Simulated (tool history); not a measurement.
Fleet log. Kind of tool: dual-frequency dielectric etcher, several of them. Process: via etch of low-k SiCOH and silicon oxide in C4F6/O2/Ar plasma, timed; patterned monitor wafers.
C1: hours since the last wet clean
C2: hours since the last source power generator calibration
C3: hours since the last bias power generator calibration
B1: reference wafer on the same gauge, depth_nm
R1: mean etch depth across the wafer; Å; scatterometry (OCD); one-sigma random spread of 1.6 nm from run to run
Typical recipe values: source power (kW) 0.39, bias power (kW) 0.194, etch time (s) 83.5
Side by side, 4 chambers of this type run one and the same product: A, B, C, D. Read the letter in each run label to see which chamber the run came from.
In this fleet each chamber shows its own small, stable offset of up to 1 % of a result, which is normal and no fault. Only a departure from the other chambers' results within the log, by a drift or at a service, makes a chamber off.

run 1B hour=2.8 | source_power_(kW)=0.39 bias_power_(kW)=0.194 etch_time_(s)=83.5 | C1=108.7 C2=693.1 C3=741.4 | B1=236.81 | R1=2359.2
run 2D hour=5.4 | source_power_(kW)=0.39 bias_power_(kW)=0.194 etch_time_(s)=83.5 | C1=381.4 C2=853.6 C3=1068.5 | B1=236.76 | R1=2379.6
run 3A hour=7.9 | source_power_(kW)=0.39 bias_power_(kW)=0.194 etch_time_(s)=83.5 | C1=130.9 C2=2157.3 C3=2904.2 | B1=236.79 | R1=2342.9
run 4C hour=11.9 | source_power_(kW)=0.39 bias_power_(kW)=0.194 etch_time_(s)=83.5 | C1=253.5 C2=347.3 C3=2081.7 | B1=236.74 | R1=2390
run 5B hour=14.2 | source_power_(kW)=0.39 bias_power_(kW)=0.194 etch_time_(s)=83.5 | C1=120.1 C2=704.5 C3=752.8 | B1=237.25 | R1=2330.5
run 6C hour=18.1 | source_power_(kW)=0.39 bias_power_(kW)=0.194 etch_time_(s)=83.5 | C1=259.7 C2=353.5 C3=2087.9 | B1=237.17 | R1=2403
run 7A hour=23.1 | source_power_(kW)=0.39 bias_power_(kW)=0.194 etch_time_(s)=83.5 | C1=146.1 C2=2172.5 C3=2919.4 | B1=237.36 | R1=2357.7
run 8D hour=26.4 | source_power_(kW)=0.39 bias_power_(kW)=0.194 etch_time_(s)=83.5 | C1=402.4 C2=874.6 C3=1089.5 | B1=237.39 | R1=2382.9
run 9D hour=29.7 | source_power_(kW)=0.39 bias_power_(kW)=0.166 etch_time_(s)=83.5 | C1=405.7 C2=877.9 C3=1092.8 | B1=236.94 | R1=2272.4
run 10C hour=32.3 | source_power_(kW)=0.39 bias_power_(kW)=0.166 etch_time_(s)=83.5 | C1=273.9 C2=367.7 C3=2102.1 | B1=236.69 | R1=2302.2
run 11B hour=34.7 | source_power_(kW)=0.39 bias_power_(kW)=0.166 etch_time_(s)=83.5 | C1=140.6 C2=725 C3=773.3 | B1=236.92 | R1=2235.5
run 12A hour=38.1 | source_power_(kW)=0.39 bias_power_(kW)=0.166 etch_time_(s)=83.5 | C1=161.1 C2=2187.5 C3=2934.4 | B1=237.29 | R1=2267.6
run 13D hour=42.2 | source_power_(kW)=0.35 bias_power_(kW)=0.194 etch_time_(s)=83.5 | C1=418.2 C2=890.4 C3=1105.3 | B1=237.01 | R1=2291.9
run 14B hour=46.2 | source_power_(kW)=0.35 bias_power_(kW)=0.194 etch_time_(s)=83.5 | C1=152.1 C2=736.5 C3=784.8 | B1=237.03 | R1=2252.4
run 15A hour=50.7 | source_power_(kW)=0.35 bias_power_(kW)=0.194 etch_time_(s)=83.5 | C1=173.7 C2=2200.1 C3=2947 | B1=237.18 | R1=2290.1
run 16C hour=54.9 | source_power_(kW)=0.35 bias_power_(kW)=0.194 etch_time_(s)=83.5 | C1=296.5 C2=390.3 C3=2124.7 | B1=236.89 | R1=2295.8
run 17D hour=59.8 | source_power_(kW)=0.39 bias_power_(kW)=0.194 etch_time_(s)=83.5 | C1=435.8 C2=908 C3=1122.9 | B1=237.09 | R1=2412.4
run 18A hour=62.3 | source_power_(kW)=0.39 bias_power_(kW)=0.194 etch_time_(s)=83.5 | C1=185.3 C2=2211.7 C3=2958.6 | B1=236.72 | R1=2345.6
run 19B hour=66.7 | source_power_(kW)=0.39 bias_power_(kW)=0.238 etch_time_(s)=83.5 | C1=172.6 C2=757 C3=805.3 | B1=236.84 | R1=2514.7
run 20C hour=70.4 | source_power_(kW)=0.39 bias_power_(kW)=0.238 etch_time_(s)=83.5 | C1=312 C2=405.8 C3=2140.2 | B1=237.37 | R1=2566.2
run 21C hour=74.6 | source_power_(kW)=0.39 bias_power_(kW)=0.238 etch_time_(s)=83.5 | C1=316.2 C2=410 C3=2144.4 | B1=236.92 | R1=2562.7
run 22D hour=79.1 | source_power_(kW)=0.39 bias_power_(kW)=0.238 etch_time_(s)=83.5 | C1=455.1 C2=927.3 C3=1142.2 | B1=237.26 | R1=2598.1
run 23A hour=81.4 | source_power_(kW)=0.39 bias_power_(kW)=0.194 etch_time_(s)=83.5 | C1=204.4 C2=2230.8 C3=2977.7 | B1=237.04 | R1=2372.4
run 24B hour=85 | source_power_(kW)=0.39 bias_power_(kW)=0.194 etch_time_(s)=83.5 | C1=190.9 C2=775.3 C3=823.6 | B1=236.91 | R1=2373.1
run 25D hour=88.7 | source_power_(kW)=0.39 bias_power_(kW)=0.194 etch_time_(s)=83.5 | C1=464.7 C2=936.9 C3=1151.8 | B1=236.95 | R1=2454.1
run 26B hour=91.6 | source_power_(kW)=0.39 bias_power_(kW)=0.194 etch_time_(s)=83.5 | C1=197.5 C2=781.9 C3=830.2 | B1=236.74 | R1=2335.5
run 27C hour=94.5 | source_power_(kW)=0.39 bias_power_(kW)=0.194 etch_time_(s)=83.5 | C1=336.1 C2=429.9 C3=2164.3 | B1=237.5 | R1=2414.1
run 28A hour=98.7 | source_power_(kW)=0.39 bias_power_(kW)=0.194 etch_time_(s)=83.5 | C1=221.7 C2=2248.1 C3=2995 | B1=237.14 | R1=2340.7
run 29D hour=103.2 | source_power_(kW)=0.39 bias_power_(kW)=0.194 etch_time_(s)=83.5 | C1=479.2 C2=951.4 C3=1166.3 | B1=237.22 | R1=2480.3
run 30B hour=106.3 | source_power_(kW)=0.39 bias_power_(kW)=0.194 etch_time_(s)=83.5 | C1=212.2 C2=796.6 C3=844.9 | B1=237.25 | R1=2351.9
run 31A hour=109.4 | source_power_(kW)=0.39 bias_power_(kW)=0.194 etch_time_(s)=83.5 | C1=232.4 C2=2258.8 C3=3005.7 | B1=236.98 | R1=2351.5
run 32C hour=114.3 | source_power_(kW)=0.39 bias_power_(kW)=0.211 etch_time_(s)=83.5 | C1=355.9 C2=449.7 C3=2184.1 | B1=236.91 | R1=2442.7
run 33C hour=119.5 | source_power_(kW)=0.39 bias_power_(kW)=0.211 etch_time_(s)=83.5 | C1=361.1 C2=454.9 C3=2189.3 | B1=236.96 | R1=2452.9

Is one chamber off against the others, does the gauge drift, or is nothing wrong? If a chamber is off, say which, and what the likeliest cause is.

One chamber, D, drifts off from the rest bit by bit.
What lies behind it: etch rate over this chamber's usual, % = 4.77.

Below are 4 candidate recipes for chamber D's next run, each the usual settings with a change, their results shown as question marks. Which of them brings D's results back in line with what the other chambers give on the usual settings?
In-line tolerance around the mean of the other chambers on the usual settings: R1 56 Å
run 34D-1 hour=123.2 | source_power_(kW)=0.4 bias_power_(kW)=0.194 etch_time_(s)=90.5 | R1=?
run 34D-2 hour=123.2 | source_power_(kW)=0.36 bias_power_(kW)=0.182 etch_time_(s)=83.5 | R1=?
run 34D-3 hour=123.2 | source_power_(kW)=0.42 bias_power_(kW)=0.206 etch_time_(s)=83.5 | R1=?
run 34D-4 hour=123.2 | source_power_(kW)=0.3 bias_power_(kW)=0.194 etch_time_(s)=83.5 | R1=?

The other chambers' mean on the usual settings: R1 2364.8 Å
run=34D-1 R1=2727.1
run=34D-2 R1=2365.5
run=34D-3 R1=2614.5
run=34D-4 R1=2247.2
34D-2 puts the chamber back in line with the other chambers.

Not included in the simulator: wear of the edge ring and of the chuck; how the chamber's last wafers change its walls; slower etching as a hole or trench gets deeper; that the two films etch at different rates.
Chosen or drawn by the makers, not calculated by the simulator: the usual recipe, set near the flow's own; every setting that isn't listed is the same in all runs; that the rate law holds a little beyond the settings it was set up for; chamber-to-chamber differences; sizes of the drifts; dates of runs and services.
